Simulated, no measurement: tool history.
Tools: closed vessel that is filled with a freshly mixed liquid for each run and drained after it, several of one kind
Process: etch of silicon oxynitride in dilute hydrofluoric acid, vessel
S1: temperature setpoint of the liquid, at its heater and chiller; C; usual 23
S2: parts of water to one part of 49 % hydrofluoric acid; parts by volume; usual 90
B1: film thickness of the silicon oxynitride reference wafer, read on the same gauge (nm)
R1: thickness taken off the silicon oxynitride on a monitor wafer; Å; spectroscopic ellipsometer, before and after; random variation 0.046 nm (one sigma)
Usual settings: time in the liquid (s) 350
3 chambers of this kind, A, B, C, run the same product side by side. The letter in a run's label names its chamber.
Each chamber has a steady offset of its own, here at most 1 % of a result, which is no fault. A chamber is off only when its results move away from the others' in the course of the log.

Run 1C, hour 5.8: usual settings; B1 70. Result: R1 124.92 Å.
Run 2A, hour 13.6: usual settings; B1 70.018. Result: R1 124.26 Å.
Run 3B, hour 18.1: usual settings; B1 70.017. Result: R1 124.5 Å.
Run 4C, hour 24.2: usual settings; B1 70.025. Result: R1 125.23 Å.
Run 5B, hour 33.2: usual settings; B1 69.986. Result: R1 124.67 Å.
Run 6A, hour 38.9: usual settings; B1 70.004. Result: R1 123.42 Å.
Run 7C, hour 43.2: usual settings; B1 70.005. Result: R1 125.07 Å.
Run 8B, hour 51.9: usual settings but S1 20 C, S2 50 parts by volume; B1 69.991. Result: R1 197.06 Å.
Run 9A, hour 55.9: usual settings but S1 20 C, S2 50 parts by volume; B1 70.043. Result: R1 196.96 Å.
Run 10B, hour 65: usual settings but S1 20 C, S2 50 parts by volume; B1 70.011. Result: R1 197.74 Å.
Run 11C, hour 71.5: usual settings; B1 69.984. Result: R1 125.31 Å.
Run 12A, hour 76.5: usual settings; B1 69.988. Result: R1 123.32 Å.
Run 13A, hour 80.8: usual settings; B1 69.981. Result: R1 123.48 Å.
Run 14B, hour 89.7: usual settings; B1 69.975. Result: R1 123.49 Å.
Run 15C, hour 95.9: usual settings; B1 69.982. Result: R1 125.43 Å.
Run 16A, hour 105: usual settings; B1 70.001. Result: R1 124.7 Å.
Run 17C, hour 109.9: usual settings; B1 69.994. Result: R1 124.9 Å.
Run 18B, hour 114.9: usual settings but S2 70 parts by volume, time in the liquid (s) 285; B1 69.963. Result: R1 132.29 Å.
Run 19C, hour 120.8: usual settings but S2 70 parts by volume, time in the liquid (s) 285; B1 69.974. Result: R1 133.37 Å.
Run 20B, hour 126.2: usual settings but S2 70 parts by volume, time in the liquid (s) 285; B1 70.028. Result: R1 131.81 Å.
Run 21A, hour 134.8: usual settings; B1 70.005. Result: R1 123.94 Å.
Run 22B, hour 141.2: usual settings; B1 69.952. Result: R1 123.71 Å.
Run 23A, hour 147.1: usual settings; B1 69.982. Result: R1 123.05 Å.
Run 24C, hour 153.7: usual settings; B1 69.995. Result: R1 124.7 Å.
Run 25B, hour 158.9: usual settings; B1 70.011. Result: R1 123.76 Å.
Run 26A, hour 163.2: usual settings; B1 69.934. Result: R1 123.72 Å.

What goes on in this fleet: one chamber off, a drifting gauge, or nothing beyond the chambers' own small offsets? Name the chamber and the cause, if any.

No chamber stands off beyond its own small offset, and the gauge holds steady.
